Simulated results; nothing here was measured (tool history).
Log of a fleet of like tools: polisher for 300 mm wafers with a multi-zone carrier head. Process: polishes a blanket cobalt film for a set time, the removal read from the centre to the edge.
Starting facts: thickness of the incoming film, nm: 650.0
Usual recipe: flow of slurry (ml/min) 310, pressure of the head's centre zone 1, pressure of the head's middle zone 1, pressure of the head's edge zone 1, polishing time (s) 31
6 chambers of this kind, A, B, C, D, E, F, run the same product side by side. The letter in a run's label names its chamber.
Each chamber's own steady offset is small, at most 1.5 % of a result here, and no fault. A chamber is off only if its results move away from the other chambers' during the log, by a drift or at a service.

run	day	flow of slurry (ml/min)	pressure of the head's centre zone	pressure of the head's middle zone	pressure of the head's edge zone	polishing time (s)	film removed at the wafer's centre (nm)	film removed at mid-radius (nm)	film removed at the wafer's edge (nm)
# day 0.042: chamber A: worn pad replaced by a new one
# day 0.196: chamber F: worn pad replaced by a new one
# day 0.204: chamber C: worn pad replaced by a new one
1F	0.225	310	1	1	1	31	195.63	192.09	198.71
# day 0.254: chamber F: slurry nozzle cleaned
# day 0.283: chamber D: worn pad replaced by a new one
2D	0.504	310	1	1	1	31	196.47	195.44	193.25
3B	0.779	310	1	1	1	31	197.27	193.85	196.04
# day 1.042: chamber E: worn pad replaced by a new one
# day 1.067: chamber E: centre zone pressure recalibrated
4E	1.112	310	1	1	1	31	189.19	192.19	194.2
5C	1.383	310	1	1	1	31	194.42	193.12	188.22
6A	1.575	310	1	1	1	31	195.66	196.37	198.28
# day 1.65: chamber B: worn pad replaced by a new one
7D	1.829	310	1	1	1	31	195.69	194.75	195.74
8F	2.058	310	1	1	1	31	200.43	191.22	196.8
9C	2.4	310	1	1	1	31	193.41	195.02	194.55
# day 2.504: chamber A: worn pad replaced by a new one
10B	2.738	310	1	1	1	31	195.21	192.77	195.02
11A	2.962	310	1	1	1	31	195.08	194.38	188.27
# day 3.196: chamber F: worn pad replaced by a new one
12E	3.242	310	1	1	1	31	194.22	195.64	195.8
13F	3.408	310	1	1	1	31	187.41	191.46	196.35
14C	3.742	310	1	1	1	31	194.36	193.83	197.42
15A	4.092	310	1	1	1	31	197.88	195.27	190.75
16B	4.346	310	1	1	1	31	190.94	192.85	194.43
17D	4.533	310	1	1	1	31	196.87	195.34	192.44
18E	4.704	310	1	1	1	31	193.38	192.82	195.04
# day 4.788: chamber B: slurry nozzle cleaned
19C	4.904	310	1	1	1	31	195.93	193.7	191.79
# day 4.992: chamber A: worn pad replaced by a new one
# day 4.992: chamber D: worn pad replaced by a new one
20E	5.162	310	1	1	1	31	194.44	195.42	199.35
# day 5.338: chamber E: edge zone pressure recalibrated
21F	5.446	310	1	1	1	31	188.4	189.61	195.48
# day 5.542: chamber F: worn pad replaced by a new one
22A	5.75	310	1	1	1	31	197.96	191.99	193.29
# day 5.829: chamber B: worn pad replaced by a new one
# day 5.833: chamber C: worn pad replaced by a new one
23B	5.908	310	1	1	1	27	169.05	169.75	165.09
# day 6.171: chamber A: centre zone pressure recalibrated
24D	6.179	310	1	1	1	27	173.06	167.66	171.14
# day 6.192: chamber E: worn pad replaced by a new one
# day 6.267: chamber B: centre zone pressure recalibrated
25A	6.371	310	1	1	1	27	171.6	168.64	173.02
26F	6.592	310	1	1	1	27	169.88	166.64	170.61
27B	6.946	310	1	1	1	27	169.65	168.83	171.23
28C	7.225	310	1	1	1	27	169.93	169.72	170.08
29D	7.483	310	1	1	1	31	196.96	194.14	201.5
30E	7.642	310	1	1	1	31	189.92	195.45	194.37
# day 7.762: chamber A: edge zone pressure recalibrated
31E	7.812	310	1	1	1	31	192.71	193.44	201.03
# day 8.05: chamber A: worn pad replaced by a new one
# day 8.112: chamber C: slurry nozzle cleaned
32F	8.133	310	1	1	0.94	31	194.6	190.11	184.45
33A	8.442	310	1	1	0.94	31	195.46	194.18	183.39
34C	8.783	310	1	1	0.94	31	194.06	191.51	189.62
35D	9.088	310	1	1	0.94	31	199.06	192.07	187.16
# day 9.371: chamber B: worn pad replaced by a new one
36B	9.392	310	1	1	0.94	31	193.6	192.23	186.72
37D	9.692	310	1	1	0.94	31	197.28	193.32	187.67

Is one chamber off against the others, does the gauge drift, or is nothing wrong? If a chamber is off, say which, and what the likeliest cause is.

All chambers stay in line apart from their small fixed offsets, and the gauge does not drift.
